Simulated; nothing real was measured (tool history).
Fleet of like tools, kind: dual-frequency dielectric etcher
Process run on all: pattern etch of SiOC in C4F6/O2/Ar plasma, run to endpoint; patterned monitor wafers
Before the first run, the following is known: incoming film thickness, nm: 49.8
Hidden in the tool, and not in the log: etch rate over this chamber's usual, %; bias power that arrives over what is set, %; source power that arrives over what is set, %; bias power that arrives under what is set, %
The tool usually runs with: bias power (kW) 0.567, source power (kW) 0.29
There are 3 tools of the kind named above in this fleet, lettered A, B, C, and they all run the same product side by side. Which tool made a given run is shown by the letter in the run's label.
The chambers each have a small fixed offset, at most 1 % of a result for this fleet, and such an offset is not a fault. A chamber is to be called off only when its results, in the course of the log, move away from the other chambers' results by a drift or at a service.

| run | hour | bias power (kW) | source power (kW) | hours since the last wet clean | hours since the last bias power generator calibration | hours since the last source power generator calibration | endpoint time (s) |
|---|---|---|---|---|---|---|---|
| 1C | 4.5 | 0.567 | 0.29 | 478.9 | 3419.3 | 1615.5 | 18.277 |
| 2B | 12.8 | 0.567 | 0.29 | 195.7 | 352 | 1511.5 | 17.759 |
| 3A | 21.5 | 0.567 | 0.29 | 276.9 | 1196.8 | 2885.6 | 18.307 |
| 4B | 25.9 | 0.567 | 0.29 | 208.8 | 365.1 | 1524.6 | 17.8 |
| 5A | 33.4 | 0.567 | 0.29 | 288.8 | 1208.7 | 2897.5 | 17.745 |
| 6C | 39.5 | 0.567 | 0.29 | 513.9 | 3454.3 | 1650.5 | 17.848 |
| 7C | 45.9 | 0.567 | 0.29 | 520.3 | 3460.7 | 1656.9 | 18.223 |
| 8A | 52.8 | 0.567 | 0.29 | 308.2 | 1228.1 | 2916.9 | 18.059 |
| 9B | 57.9 | 0.567 | 0.29 | 240.8 | 397.1 | 1556.6 | 17.98 |
| 10A | 67.2 | 0.567 | 0.29 | 322.6 | 1242.5 | 2931.3 | 17.968 |
| 11B | 76.3 | 0.567 | 0.29 | 259.2 | 415.5 | 1575 | 17.784 |
| 12C | 81.4 | 0.567 | 0.26 | 555.8 | 3496.2 | 1692.4 | 18.905 |
| 13C | 88 | 0.567 | 0.26 | 562.4 | 3502.8 | 1699 | 18.932 |
| 14B | 94.3 | 0.567 | 0.26 | 277.2 | 433.5 | 1593 | 18.511 |
| 15A | 102.8 | 0.567 | 0.29 | 358.2 | 1278.1 | 2966.9 | 17.85 |
| 16C | 110.5 | 0.567 | 0.29 | 584.9 | 3525.3 | 1721.5 | 18.23 |
| 17B | 115.7 | 0.567 | 0.29 | 298.6 | 454.9 | 1614.4 | 18.123 |
| 18A | 122.8 | 0.567 | 0.29 | 378.2 | 1298.1 | 2986.9 | 18.075 |
| 19C | 127.8 | 0.567 | 0.29 | 602.2 | 3542.6 | 1738.8 | 18.142 |
| 20A | 135.4 | 0.567 | 0.29 | 390.8 | 1310.7 | 2999.5 | 17.82 |
| 21B | 142.5 | 0.507 | 0.25 | 325.4 | 481.7 | 1641.2 | 19.935 |
| 22B | 148 | 0.507 | 0.25 | 330.9 | 487.2 | 1646.7 | 19.715 |
|  | 150.1 | chamber C: wet clean of the chamber |
| 23C | 153.2 | 0.507 | 0.25 | 3.1 | 3568 | 1764.2 | 19.849 |
| 24A | 158.5 | 0.567 | 0.29 | 413.9 | 1333.8 | 3022.6 | 18.062 |
| 25A | 162.7 | 0.502 | 0.25 | 418.1 | 1338 | 3026.8 | 19.894 |
| 26B | 170.5 | 0.502 | 0.25 | 353.4 | 509.7 | 1669.2 | 19.942 |
|  | 178 | chamber B: wet clean of the chamber |
| 27C | 179.6 | 0.502 | 0.25 | 29.5 | 3594.4 | 1790.6 | 20.083 |
| 28C | 187.6 | 0.567 | 0.29 | 37.5 | 3602.4 | 1798.6 | 17.87 |
| 29B | 195.8 | 0.567 | 0.29 | 17.8 | 535 | 1694.5 | 17.905 |
| 30A | 204.7 | 0.567 | 0.29 | 460.1 | 1380 | 3068.8 | 17.985 |
| 31C | 210.7 | 0.567 | 0.29 | 60.6 | 3625.5 | 1821.7 | 17.982 |

The same settings go to every chamber for the next run, one line per chamber below. Forecast the results for each:
| 32A | 217.4 | 0.567 | 0.29 |  |  |  | ? |
| 32B | 217.4 | 0.567 | 0.29 |  |  |  | ? |
| 32C | 217.4 | 0.567 | 0.29 |  |  |  | ? |

| run | endpoint time (s) |
|---|---|
| 32A | 17.846 |
| 32B | 18.154 |
| 32C | 18.155 |

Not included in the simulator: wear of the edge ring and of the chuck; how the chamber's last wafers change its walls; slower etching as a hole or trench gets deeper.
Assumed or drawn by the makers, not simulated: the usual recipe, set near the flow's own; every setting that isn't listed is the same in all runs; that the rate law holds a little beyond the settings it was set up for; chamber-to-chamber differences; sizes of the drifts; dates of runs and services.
